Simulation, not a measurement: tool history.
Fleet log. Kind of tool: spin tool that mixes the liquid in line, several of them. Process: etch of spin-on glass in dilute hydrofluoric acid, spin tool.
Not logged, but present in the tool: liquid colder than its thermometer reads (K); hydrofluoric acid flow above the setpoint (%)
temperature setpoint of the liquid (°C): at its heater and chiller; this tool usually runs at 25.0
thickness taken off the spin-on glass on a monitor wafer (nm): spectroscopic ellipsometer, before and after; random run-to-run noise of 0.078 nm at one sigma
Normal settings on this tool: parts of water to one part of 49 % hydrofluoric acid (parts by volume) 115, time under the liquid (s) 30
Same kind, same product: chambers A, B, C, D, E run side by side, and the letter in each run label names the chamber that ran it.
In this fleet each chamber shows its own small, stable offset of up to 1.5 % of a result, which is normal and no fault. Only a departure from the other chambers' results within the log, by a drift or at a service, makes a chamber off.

| run | hour | temperature setpoint of the liquid (°C) | parts of water to one part of 49 % hydrofluoric acid (parts by volume) | time under the liquid (s) | hours since the thermometer was replaced | hours since the hydrofluoric acid flow meter was replaced | read-back film thickness of the spin-on glass reference wafer, read on the same gauge (nm) | thickness taken off the spin-on glass on a monitor wafer (nm) |
|---|---|---|---|---|---|---|---|---|
| 1E | 9.3 | 25.0 | 115 | 30 | 354.2 | 1295.0 | 70.014 | 18.569 |
| 2C | 15.6 | 25.0 | 115 | 30 | 635.1 | 2425.1 | 70.009 | 18.202 |
| 3B | 26.6 | 25.0 | 115 | 30 | 450.6 | 495.7 | 70.033 | 18.133 |
| 4D | 35.6 | 25.0 | 115 | 30 | 1295.7 | 1199.9 | 69.996 | 18.532 |
| 5A | 47.4 | 25.0 | 115 | 30 | 267.4 | 853.9 | 70.004 | 17.938 |
| 6A | 53.7 | 25.0 | 115 | 30 | 273.7 | 860.2 | 70.010 | 18.135 |
| 7D | 66.0 | 25.0 | 115 | 30 | 1326.1 | 1230.3 | 69.995 | 18.453 |
| 8C | 76.4 | 29.5 | 115 | 25 | 695.9 | 2485.9 | 69.989 | 17.938 |
| 9E | 84.3 | 29.5 | 115 | 25 | 429.2 | 1370.0 | 69.996 | 18.120 |
|  | 89.0 | chamber E: hydrofluoric acid flow meter replaced |
| 10B | 96.3 | 29.5 | 115 | 25 | 520.3 | 565.4 | 70.022 | 17.980 |
| 11C | 103.6 | 29.5 | 115 | 25 | 723.1 | 2513.1 | 70.012 | 18.077 |
| 12A | 116.1 | 29.5 | 115 | 25 | 336.1 | 922.6 | 69.996 | 17.822 |
| 13B | 128.2 | 25.0 | 115 | 30 | 552.2 | 597.3 | 69.997 | 18.072 |
| 14D | 139.9 | 25.0 | 115 | 30 | 1400.0 | 1304.2 | 70.001 | 18.545 |
| 15E | 149.9 | 25.0 | 150 | 40 | 494.8 | 61.0 | 69.993 | 18.131 |
| 16B | 156.0 | 25.0 | 150 | 40 | 580.0 | 625.1 | 70.017 | 17.857 |
| 17D | 163.0 | 25.0 | 150 | 40 | 1423.1 | 1327.3 | 69.979 | 18.123 |
| 18C | 169.1 | 25.0 | 150 | 40 | 788.6 | 2578.6 | 69.985 | 17.874 |
|  | 173.2 | chamber B: hydrofluoric acid flow meter replaced |
| 19A | 179.0 | 25.0 | 150 | 40 | 399.0 | 985.5 | 70.013 | 17.639 |
| 20E | 186.8 | 27.5 | 170 | 30 | 531.7 | 97.9 | 69.998 | 12.750 |
| 21C | 196.7 | 27.5 | 170 | 30 | 816.2 | 2606.2 | 69.997 | 12.629 |
| 22D | 205.5 | 27.5 | 170 | 30 | 1465.6 | 1369.8 | 69.991 | 12.864 |
| 23A | 213.5 | 27.5 | 170 | 30 | 433.5 | 1020.0 | 70.006 | 12.461 |
| 24B | 223.4 | 27.5 | 170 | 30 | 647.4 | 50.3 | 69.986 | 12.545 |
| 25E | 229.8 | 25.0 | 115 | 30 | 574.7 | 140.9 | 69.993 | 18.291 |
|  | 234.2 | chamber E: thermometer replaced |
| 26A | 237.5 | 25.0 | 115 | 30 | 457.5 | 1044.0 | 69.996 | 18.158 |
| 27B | 244.8 | 25.0 | 115 | 30 | 668.8 | 71.7 | 70.008 | 18.142 |
| 28C | 252.6 | 25.0 | 115 | 30 | 872.1 | 2662.1 | 69.999 | 18.159 |
| 29E | 265.2 | 25.0 | 115 | 30 | 31.0 | 176.3 | 69.980 | 18.427 |
| 30D | 277.2 | 25.0 | 115 | 30 | 1537.3 | 1441.5 | 69.999 | 18.539 |
| 31A | 282.7 | 28.5 | 115 | 20 | 502.7 | 1089.2 | 69.972 | 13.725 |

Decide between three cases: one chamber stands off from its peers, the gauge reading all wafers drifts, or nothing is wrong past each chamber's small offset. Where a chamber is off, say which and what most likely put it there.

No chamber stands off beyond its own small offset, and the gauge holds steady.

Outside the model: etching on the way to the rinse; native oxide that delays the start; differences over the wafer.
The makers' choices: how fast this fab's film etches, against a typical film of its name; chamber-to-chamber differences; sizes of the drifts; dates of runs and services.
